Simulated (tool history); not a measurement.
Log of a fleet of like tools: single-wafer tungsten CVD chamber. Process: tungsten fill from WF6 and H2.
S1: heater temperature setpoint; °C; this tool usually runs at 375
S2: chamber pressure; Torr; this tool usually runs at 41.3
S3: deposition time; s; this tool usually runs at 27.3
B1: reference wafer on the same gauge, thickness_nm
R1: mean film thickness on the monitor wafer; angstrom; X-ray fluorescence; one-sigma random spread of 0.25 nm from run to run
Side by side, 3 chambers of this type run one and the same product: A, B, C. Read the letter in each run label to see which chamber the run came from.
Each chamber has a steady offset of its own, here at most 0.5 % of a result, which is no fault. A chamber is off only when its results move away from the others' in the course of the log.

run	hour	S1	S2	S3	B1	R1
1C	5.7	375	41.3	27.3	57.467	560.83
2B	13.4	375	41.3	27.3	57.484	571.01
3A	21.1	375	41.3	27.3	57.505	569.45
4B	27.1	375	41.3	27.3	57.465	565.10
5A	34.3	375	41.3	27.3	57.545	565.19
6C	41.6	375	41.3	27.3	57.561	567.83
7A	48.7	375	41.3	27.3	57.547	570.16
8C	56.5	375	41.3	27.3	57.532	561.62
9B	63.6	375	41.3	27.3	57.477	563.94
10A	68.9	375	41.3	23.3	57.497	484.14
11C	75.9	375	41.3	23.3	57.483	483.44
12B	80.2	375	41.3	23.3	57.512	484.85
13C	85.9	375	41.3	27.3	57.540	563.86
14B	92.6	375	41.3	27.3	57.542	561.96
15A	99.7	375	41.3	27.3	57.496	568.73
16A	107.2	368	41.3	27.3	57.569	491.43
17B	111.7	368	41.3	27.3	57.489	489.75
18C	118.9	368	41.3	27.3	57.504	487.10
19B	123.1	375	41.3	27.3	57.448	565.98
20C	130.2	375	41.3	27.3	57.534	564.39
21A	135.6	375	49.9	27.3	57.486	618.37
22C	140.9	375	49.9	27.3	57.513	620.17
23B	145.4	375	49.9	27.3	57.492	612.17
24A	152.5	375	41.3	27.3	57.529	568.53
25A	159.5	375	41.3	27.3	57.585	567.88
26B	165.9	375	41.3	27.3	57.448	564.66
27C	173.1	375	41.3	27.3	57.573	569.16
28B	177.3	375	41.3	27.3	57.477	568.23
29A	182.9	375	41.3	27.3	57.485	566.28
30C	187.0	375	41.3	27.3	57.449	566.81
31B	192.7	375	41.3	27.3	57.510	567.08
32C	197.1	375	41.3	27.3	57.487	564.77
33A	204.7	375	41.3	27.3	57.552	568.32
34A	210.9	375	41.3	27.3	57.505	564.59
35C	214.7	375	41.3	27.3	57.495	565.96
36B	218.8	375	41.3	27.3	57.562	565.31
# hour 223.6: chamber A: thermocouple changed; heater temperature recalibrated
37B	225.2	375	41.3	27.3	57.537	565.21
38A	230.2	375	34.1	27.3	57.543	518.30
39C	236.2	375	34.1	27.3	57.438	517.15
40A	240.8	375	34.1	27.3	57.508	518.27
41C	246.0	375	41.3	27.3	57.516	563.93

For the next run the whole fleet of 3 chambers uses the same settings. Give each chamber's results:
42A	251.7	368	41.3	27.3		?
42B	251.7	368	41.3	27.3		?
42C	251.7	368	41.3	27.3		?

run	R1
42A	493.59
42B	487.62
42C	492.03

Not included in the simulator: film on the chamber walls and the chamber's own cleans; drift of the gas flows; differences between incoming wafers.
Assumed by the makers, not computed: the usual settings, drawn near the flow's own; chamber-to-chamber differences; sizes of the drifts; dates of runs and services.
